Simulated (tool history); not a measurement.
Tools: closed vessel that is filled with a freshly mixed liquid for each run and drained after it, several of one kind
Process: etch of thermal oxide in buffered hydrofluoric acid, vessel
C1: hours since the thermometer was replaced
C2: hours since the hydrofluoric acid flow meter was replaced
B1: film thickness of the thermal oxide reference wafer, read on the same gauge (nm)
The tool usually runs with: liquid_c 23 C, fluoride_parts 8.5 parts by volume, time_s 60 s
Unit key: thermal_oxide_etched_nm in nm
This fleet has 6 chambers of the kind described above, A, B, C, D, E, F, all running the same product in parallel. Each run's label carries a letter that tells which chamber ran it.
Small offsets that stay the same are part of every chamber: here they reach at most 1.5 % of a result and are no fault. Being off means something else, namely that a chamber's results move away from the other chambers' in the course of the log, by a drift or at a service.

run 1F hour=7.9 | liquid_c=23 fluoride_parts=8.5 time_s=60 | C1=38.3 C2=648.3 | B1=39.992 | thermal_oxide_etched_nm=74.255
run 2E hour=15 | liquid_c=23 fluoride_parts=8.5 time_s=60 | C1=997.3 C2=313.1 | B1=39.987 | thermal_oxide_etched_nm=75.875
run 3A hour=18.9 | liquid_c=23 fluoride_parts=8.5 time_s=60 | C1=61.1 C2=287.3 | B1=39.98 | thermal_oxide_etched_nm=74.603
run 4B hour=26.9 | liquid_c=23 fluoride_parts=8.5 time_s=60 | C1=398.5 C2=34.2 | B1=39.977 | thermal_oxide_etched_nm=75.769
run 5D hour=32.3 | liquid_c=23 fluoride_parts=8.5 time_s=60 | C1=854.7 C2=809.8 | B1=40.011 | thermal_oxide_etched_nm=76.826
run 6C hour=39.6 | liquid_c=23 fluoride_parts=8.5 time_s=35 | C1=355.7 C2=1929.7 | B1=40.002 | thermal_oxide_etched_nm=43.706
run 7E hour=47.2 | liquid_c=23 fluoride_parts=8.5 time_s=35 | C1=1029.5 C2=345.3 | B1=40.023 | thermal_oxide_etched_nm=44.499
run 8C hour=53.5 | liquid_c=23 fluoride_parts=8.5 time_s=35 | C1=369.6 C2=1943.6 | B1=40.013 | thermal_oxide_etched_nm=44.852
run 9A hour=60.3 | liquid_c=23 fluoride_parts=8.5 time_s=35 | C1=102.5 C2=328.7 | B1=39.991 | thermal_oxide_etched_nm=43.603
run 10F hour=68.6 | liquid_c=23 fluoride_parts=8.5 time_s=35 | C1=99 C2=709 | B1=39.975 | thermal_oxide_etched_nm=43.06
-- hour=71.8 chamber C: hydrofluoric acid flow meter replaced
run 11D hour=77.2 | liquid_c=23 fluoride_parts=8.5 time_s=35 | C1=899.6 C2=854.7 | B1=40.042 | thermal_oxide_etched_nm=44.855
run 12B hour=85.2 | liquid_c=23 fluoride_parts=8.5 time_s=60 | C1=456.8 C2=92.5 | B1=39.99 | thermal_oxide_etched_nm=76.663
run 13C hour=91.4 | liquid_c=23 fluoride_parts=8.5 time_s=60 | C1=407.5 C2=19.7 | B1=39.979 | thermal_oxide_etched_nm=76.733
run 14A hour=96.3 | liquid_c=23 fluoride_parts=8.5 time_s=60 | C1=138.5 C2=364.7 | B1=40.009 | thermal_oxide_etched_nm=76.211
run 15D hour=101.3 | liquid_c=23 fluoride_parts=8.5 time_s=60 | C1=923.7 C2=878.8 | B1=39.998 | thermal_oxide_etched_nm=77.129
run 16B hour=107.4 | liquid_c=23 fluoride_parts=8.5 time_s=60 | C1=479 C2=114.7 | B1=39.979 | thermal_oxide_etched_nm=78.731
run 17E hour=116.1 | liquid_c=23 fluoride_parts=8.5 time_s=60 | C1=1098.4 C2=414.2 | B1=40.043 | thermal_oxide_etched_nm=76.293
run 18F hour=121.9 | liquid_c=23 fluoride_parts=8.5 time_s=60 | C1=152.3 C2=762.3 | B1=40.058 | thermal_oxide_etched_nm=75.163
run 19E hour=128.2 | liquid_c=23 fluoride_parts=8.5 time_s=60 | C1=1110.5 C2=426.3 | B1=40.002 | thermal_oxide_etched_nm=74.847
run 20C hour=132.4 | liquid_c=23 fluoride_parts=8.5 time_s=60 | C1=448.5 C2=60.7 | B1=39.988 | thermal_oxide_etched_nm=76.788
run 21A hour=137.3 | liquid_c=23 fluoride_parts=8.5 time_s=60 | C1=179.5 C2=405.7 | B1=40.017 | thermal_oxide_etched_nm=74.65
run 22B hour=143.4 | liquid_c=23 fluoride_parts=8.5 time_s=60 | C1=515 C2=150.7 | B1=39.98 | thermal_oxide_etched_nm=79.166
run 23F hour=151.8 | liquid_c=23 fluoride_parts=8.5 time_s=60 | C1=182.2 C2=792.2 | B1=39.981 | thermal_oxide_etched_nm=74.311
run 24D hour=158 | liquid_c=20.5 fluoride_parts=8.5 time_s=60 | C1=980.4 C2=935.5 | B1=39.992 | thermal_oxide_etched_nm=67.135
run 25A hour=162.9 | liquid_c=20.5 fluoride_parts=8.5 time_s=60 | C1=205.1 C2=431.3 | B1=40.027 | thermal_oxide_etched_nm=66.209
run 26D hour=167.5 | liquid_c=20.5 fluoride_parts=8.5 time_s=60 | C1=989.9 C2=945 | B1=40.013 | thermal_oxide_etched_nm=66.247
run 27B hour=176 | liquid_c=20.5 fluoride_parts=8.5 time_s=60 | C1=547.6 C2=183.3 | B1=39.943 | thermal_oxide_etched_nm=69.411
run 28C hour=180 | liquid_c=20.5 fluoride_parts=8.5 time_s=60 | C1=496.1 C2=108.3 | B1=39.942 | thermal_oxide_etched_nm=65.984
run 29E hour=185.2 | liquid_c=20.5 fluoride_parts=8.5 time_s=60 | C1=1167.5 C2=483.3 | B1=40.031 | thermal_oxide_etched_nm=66.611
run 30F hour=194.2 | liquid_c=23 fluoride_parts=8.5 time_s=60 | C1=224.6 C2=834.6 | B1=40.041 | thermal_oxide_etched_nm=75.98
run 31B hour=202 | liquid_c=23 fluoride_parts=8.5 time_s=85 | C1=573.6 C2=209.3 | B1=39.965 | thermal_oxide_etched_nm=112.78
run 32E hour=209.7 | liquid_c=23 fluoride_parts=8.5 time_s=85 | C1=1192 C2=507.8 | B1=40.017 | thermal_oxide_etched_nm=106.45
run 33D hour=217.1 | liquid_c=23 fluoride_parts=8.5 time_s=85 | C1=1039.5 C2=994.6 | B1=40.031 | thermal_oxide_etched_nm=108.27
run 34F hour=225.5 | liquid_c=23 fluoride_parts=8.5 time_s=85 | C1=255.9 C2=865.9 | B1=40.012 | thermal_oxide_etched_nm=106.97
run 35A hour=232.2 | liquid_c=23 fluoride_parts=8.5 time_s=85 | C1=274.4 C2=500.6 | B1=39.991 | thermal_oxide_etched_nm=109.81
run 36C hour=239 | liquid_c=23 fluoride_parts=8.5 time_s=85 | C1=555.1 C2=167.3 | B1=40.006 | thermal_oxide_etched_nm=107.16
run 37D hour=246.6 | liquid_c=23 fluoride_parts=8.5 time_s=60 | C1=1069 C2=1024.1 | B1=39.937 | thermal_oxide_etched_nm=77.812
run 38B hour=254.6 | liquid_c=23 fluoride_parts=8.5 time_s=60 | C1=626.2 C2=261.9 | B1=40.014 | thermal_oxide_etched_nm=83.343
run 39C hour=263.5 | liquid_c=23 fluoride_parts=8.5 time_s=60 | C1=579.6 C2=191.8 | B1=39.983 | thermal_oxide_etched_nm=77.674
run 40A hour=271.5 | liquid_c=27.5 fluoride_parts=8.5 time_s=40 | C1=313.7 C2=539.9 | B1=39.956 | thermal_oxide_etched_nm=64.189

Is one chamber off against the others, does the gauge drift, or is nothing wrong? If a chamber is off, say which, and what the likeliest cause is.

It is chamber B that slowly wanders off from its peers.
Cause: liquid hotter than its thermometer reads (K) = 1.4.
From this log alone, it may not be told apart from: hydrofluoric acid flow above the setpoint (%).

Here are 4 candidates for chamber B's next run, each the usual settings with a change, their results left as question marks. Which one brings its results back in line with what the others give on the usual settings?
To be in line, a result may differ from the other chambers' mean on the usual settings by at most: thermal_oxide_etched_nm 2.4 nm
run 41B-1 hour=278 | liquid_c=23 fluoride_parts=8.5 time_s=65 | thermal_oxide_etched_nm=?
run 41B-2 hour=278 | liquid_c=23 fluoride_parts=8.5 time_s=55 | thermal_oxide_etched_nm=?
run 41B-3 hour=278 | liquid_c=22.5 fluoride_parts=8.5 time_s=60 | thermal_oxide_etched_nm=?
run 41B-4 hour=278 | liquid_c=23.5 fluoride_parts=8.5 time_s=60 | thermal_oxide_etched_nm=?

Usual-settings mean across the other chambers: thermal_oxide_etched_nm 76.038 nm
run=41B-1 thermal_oxide_etched_nm=88.729
run=41B-2 thermal_oxide_etched_nm=75.078
run=41B-3 thermal_oxide_etched_nm=79.748
run=41B-4 thermal_oxide_etched_nm=84.156
The right change is 41B-2: it brings the chamber back within the allowed miss of the others.

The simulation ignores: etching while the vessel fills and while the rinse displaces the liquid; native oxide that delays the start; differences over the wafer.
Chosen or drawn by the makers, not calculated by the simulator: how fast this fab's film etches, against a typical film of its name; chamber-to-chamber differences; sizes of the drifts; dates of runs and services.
